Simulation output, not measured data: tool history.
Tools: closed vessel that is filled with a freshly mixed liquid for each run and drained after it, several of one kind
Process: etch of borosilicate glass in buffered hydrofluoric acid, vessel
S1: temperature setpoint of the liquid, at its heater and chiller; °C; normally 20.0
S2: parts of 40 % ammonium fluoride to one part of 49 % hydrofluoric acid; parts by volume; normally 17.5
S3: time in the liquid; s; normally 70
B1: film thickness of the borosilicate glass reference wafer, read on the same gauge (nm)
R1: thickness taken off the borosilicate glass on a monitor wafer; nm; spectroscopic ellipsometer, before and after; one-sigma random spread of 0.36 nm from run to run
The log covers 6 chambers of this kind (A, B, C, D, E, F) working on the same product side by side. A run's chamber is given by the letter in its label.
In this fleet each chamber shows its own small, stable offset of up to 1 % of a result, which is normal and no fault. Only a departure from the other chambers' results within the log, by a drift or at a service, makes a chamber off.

Run 1B, day 0.346: usual settings; B1 130.01. Result: R1 41.411 nm.
Run 2A, day 0.817: usual settings; B1 129.99. Result: R1 40.430 nm.
Run 3E, day 1.121: usual settings; B1 130.02. Result: R1 39.365 nm.
Run 4D, day 1.567: usual settings; B1 130.03. Result: R1 40.900 nm.
At day 1.812: chamber B: hydrofluoric acid flow meter replaced.
Run 5F, day 2.046: usual settings; B1 130.02. Result: R1 40.478 nm.
Run 6C, day 2.379: usual settings; B1 130.00. Result: R1 40.511 nm.
Run 7B, day 2.867: usual settings; B1 129.99. Result: R1 40.725 nm.
Run 8C, day 3.121: usual settings; B1 129.98. Result: R1 40.372 nm.
Run 9D, day 3.392: usual settings; B1 129.98. Result: R1 40.300 nm.
Run 10E, day 3.738: usual settings; B1 130.00. Result: R1 39.740 nm.
Run 11F, day 4.104: usual settings but S2 13.5 parts by volume, S3 85 s; B1 130.01. Result: R1 64.145 nm.
Run 12A, day 4.454: usual settings but S2 13.5 parts by volume, S3 85 s; B1 130.00. Result: R1 63.236 nm.
Run 13A, day 4.800: usual settings but S2 13.5 parts by volume, S3 85 s; B1 129.94. Result: R1 62.865 nm.
Run 14C, day 5.292: usual settings but S2 13.5 parts by volume, S3 85 s; B1 129.98. Result: R1 62.612 nm.
Run 15B, day 5.717: usual settings but S2 13.5 parts by volume, S3 85 s; B1 130.02. Result: R1 63.926 nm.
Run 16E, day 6.021: usual settings but S2 13.5 parts by volume, S3 85 s; B1 129.99. Result: R1 62.328 nm.
Run 17D, day 6.288: usual settings; B1 130.00. Result: R1 40.895 nm.
Run 18F, day 6.562: usual settings; B1 130.03. Result: R1 40.659 nm.
Run 19E, day 6.817: usual settings; B1 130.03. Result: R1 40.265 nm.
Run 20C, day 7.304: usual settings; B1 129.98. Result: R1 40.534 nm.
Run 21F, day 7.612: usual settings; B1 129.96. Result: R1 39.502 nm.
Run 22A, day 7.933: usual settings; B1 130.02. Result: R1 38.104 nm.
At day 7.942: chamber D: thermometer replaced.
Run 23D, day 8.221: usual settings; B1 130.00. Result: R1 40.248 nm.
Run 24B, day 8.483: usual settings; B1 129.98. Result: R1 40.970 nm.
Run 25C, day 8.817: usual settings; B1 130.02. Result: R1 40.508 nm.
Run 26E, day 9.183: usual settings; B1 130.01. Result: R1 39.336 nm.
Run 27A, day 9.617: usual settings; B1 130.02. Result: R1 38.658 nm.
Run 28B, day 10.000: usual settings; B1 130.06. Result: R1 41.147 nm.
Run 29F, day 10.288: usual settings but S2 23.5 parts by volume; B1 130.07. Result: R1 31.552 nm.
Run 30D, day 10.783: usual settings but S2 23.5 parts by volume; B1 130.01. Result: R1 31.667 nm.
Run 31E, day 11.321: usual settings but S2 23.5 parts by volume; B1 130.03. Result: R1 31.126 nm.
Run 32F, day 11.796: usual settings but S2 23.5 parts by volume; B1 129.98. Result: R1 31.386 nm.
Run 33A, day 12.150: usual settings but S2 23.5 parts by volume; B1 130.03. Result: R1 30.040 nm.
At day 12.246: chamber F: hydrofluoric acid flow meter replaced.
At day 12.321: chamber C: thermometer replaced.
Run 34B, day 12.392: usual settings but S2 23.5 parts by volume; B1 130.00. Result: R1 32.347 nm.
Run 35D, day 12.667: usual settings; B1 129.97. Result: R1 40.260 nm.
Run 36C, day 13.204: usual settings; B1 129.98. Result: R1 40.765 nm.
Run 37C, day 13.742: usual settings; B1 130.00. Result: R1 40.639 nm.
Run 38A, day 14.129: usual settings; B1 130.03. Result: R1 36.738 nm.
Run 39B, day 14.546: usual settings; B1 130.00. Result: R1 41.502 nm.
Run 40D, day 15.096: usual settings; B1 129.98. Result: R1 40.334 nm.
Run 41F, day 15.429: usual settings; B1 130.04. Result: R1 40.442 nm.
Run 42E, day 15.700: usual settings but S1 17.5 °C, S3 45 s; B1 129.96. Result: R1 22.042 nm.
Run 43C, day 16.050: usual settings but S1 17.5 °C, S3 45 s; B1 130.01. Result: R1 23.061 nm.

One chamber off, gauge drift, or nothing amiss beyond the chambers' own small offsets? If it is a chamber, which one, and what is the likeliest cause?

Little by little, chamber A moves away from the other chambers.
What lies behind it: hydrofluoric acid flow below the setpoint (%) = 11.8.
Not necessarily distinguishable in this log from: liquid colder than its thermometer reads (K).

Here are 4 candidates for chamber A's next run, each the usual settings with a change, their results left as question marks. Which one brings its results back in line with what the others give on the usual settings?
In line here means within this much of the mean the other chambers give on the usual settings: R1 1.200 nm
Run 44A-1, day 16.442: usual settings but S1 20.5 °C, S2 17.0 parts by volume. Result: R1 ?.
Run 44A-2, day 16.442: usual settings but S1 19.0 °C. Result: R1 ?.
Run 44A-3, day 16.442: usual settings but S1 19.0 °C, S2 19.0 parts by volume. Result: R1 ?.
Run 44A-4, day 16.442: usual settings but S1 20.5 °C, S2 17.0 parts by volume, S3 75 s. Result: R1 ?.

What the other chambers average on the usual settings: R1 40.350 nm
  run      R1
44A-1  37.721
44A-2  33.765
44A-3  31.791
44A-4  40.416
Change 44A-4 lands the chamber within the allowed miss of the other chambers.
